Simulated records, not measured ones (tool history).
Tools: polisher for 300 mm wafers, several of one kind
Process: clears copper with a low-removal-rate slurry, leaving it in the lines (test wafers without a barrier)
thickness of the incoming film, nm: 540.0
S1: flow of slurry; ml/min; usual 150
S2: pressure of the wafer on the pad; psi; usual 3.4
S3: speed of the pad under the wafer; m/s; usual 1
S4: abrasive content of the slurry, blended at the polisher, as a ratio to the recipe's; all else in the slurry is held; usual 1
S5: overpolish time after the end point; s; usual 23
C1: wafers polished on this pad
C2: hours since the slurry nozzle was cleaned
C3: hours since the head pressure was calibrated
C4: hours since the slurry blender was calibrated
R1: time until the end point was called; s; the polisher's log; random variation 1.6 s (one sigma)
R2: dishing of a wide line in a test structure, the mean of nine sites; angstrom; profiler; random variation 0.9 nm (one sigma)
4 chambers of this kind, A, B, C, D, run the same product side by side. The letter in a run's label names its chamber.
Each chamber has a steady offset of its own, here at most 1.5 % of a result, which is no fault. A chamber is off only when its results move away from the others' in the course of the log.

run	hour	S1	S2	S3	S4	S5	C1	C2	C3	C4	R1	R2
# hour 0.6: chamber D: worn pad replaced by a new one
1D	5.8	150	3.4	1	1	23	31	252.8	398.4	87.2	188.97	428.56
2B	13.4	150	3.4	1	1	23	676	442.3	1058.8	25.1	188.21	435.26
3C	20.5	150	3.4	1	1	23	620	241.1	195.2	127.2	189.42	439.24
4A	26.3	150	3.4	1	1	23	600	382.8	620.6	318.1	191.19	427.12
# hour 26.9: chamber D: slurry blender recalibrated
# hour 28.2: chamber B: worn pad replaced by a new one
5A	33.8	150	3.4	1	0.9	23	645	390.3	628.1	325.6	190.39	420.96
6B	39.6	150	3.4	1	0.9	23	68	468.5	1085	51.3	191.34	413.56
7D	44.3	150	3.4	1	0.9	23	261	291.3	436.9	17.4	191.69	426.65
8C	48.7	150	3.4	1	0.9	23	789	269.3	223.4	155.4	195.67	420.68
# hour 53.4: chamber A: worn pad replaced by a new one
9C	54	150	3.4	1	1	23	820	274.6	228.7	160.7	188.51	419.65
# hour 54.2: chamber A: slurry blender recalibrated
# hour 56: chamber B: head pressure recalibrated
10A	59.2	150	3.4	1	1	23	34	415.7	653.5	5	189.11	413.86
11B	64.9	150	3.4	1	1	23	220	493.8	9	76.6	205.3	400.68
12D	72.5	150	3.4	1	1	23	430	319.5	465.1	45.6	188.32	429.3
13A	79.3	150	3.4	1	1	23	155	435.8	673.6	25.1	189.83	424.85
14B	86	150	3.4	1	1	23	346	514.9	30.1	97.7	201.85	392.7
15C	90.7	150	3.4	1	1	23	1040	311.3	265.4	197.4	189.16	440.24
16D	96.3	150	3.4	1	1	23	573	343.3	488.9	69.4	191.52	426.06
# hour 99.3: chamber D: head pressure recalibrated
17A	100.3	150	3.4	1	1	23	281	456.8	694.6	46.1	190.56	401.54
18B	104.9	150	3.4	1	1	23	460	533.8	49	116.6	202.64	398.84
19D	108.6	150	4.5	1	0.75	23	647	355.6	9.3	81.7	150.76	511.51
# hour 112.7: chamber D: worn pad replaced by a new one
20C	113.5	150	4.5	1	0.75	23	1177	334.1	288.2	220.2	153.29	548.2
21B	121.3	150	4.5	1	0.75	23	558	550.2	65.4	133	165.07	469.05
22C	126.5	150	4.5	1	0.75	23	1255	347.1	301.2	233.2	151.37	512.62
23D	132.5	150	3.4	1	1	23	118	379.5	33.2	105.6	189.26	437.19
# hour 137.4: chamber B: slurry blender recalibrated
# hour 137.6: chamber B: worn pad replaced by a new one
24A	140.6	150	3.4	1	1	23	522	497.1	734.9	86.4	189.58	417.99
25C	145.4	150	3.4	1	1	23	1368	366	320.1	252.1	187.47	422.41
26B	149.1	150	3.4	1	1	23	69	578	93.2	11.8	204.63	401.61
27A	156.7	150	3.4	1	1	23	619	513.2	751	102.5	190.5	423.11

What goes on in this fleet: one chamber off, a drifting gauge, or nothing beyond the chambers' own small offsets? Name the chamber and the cause, if any.

A service left chamber B off against the others.
Cause: head's pressure below its setpoint, % = 8.16.

Here are 4 candidates for chamber B's next run, each the usual settings with a change, their results left as question marks. Which one brings its results back in line with what the others give on the usual settings?
In line means no further than this from the other chambers' mean on the usual settings: R1 5.6 s; R2 32 angstrom
28B-1	162.7	150	3.3	0.96	1	23					?	?
28B-2	162.7	150	3.5	1.04	1	23					?	?
28B-3	162.7	150	3.4	0.98	1	23					?	?
28B-4	162.7	150	3.4	1.02	1	23					?	?

The other chambers' mean on the usual settings: R1 189.56 s; R2 428.98 angstrom
run	R1	R2
28B-1	218.97	374.97
28B-2	190.64	421
28B-3	208.16	391.47
28B-4	200.12	404.19
28B-2 brings the chamber back in line.
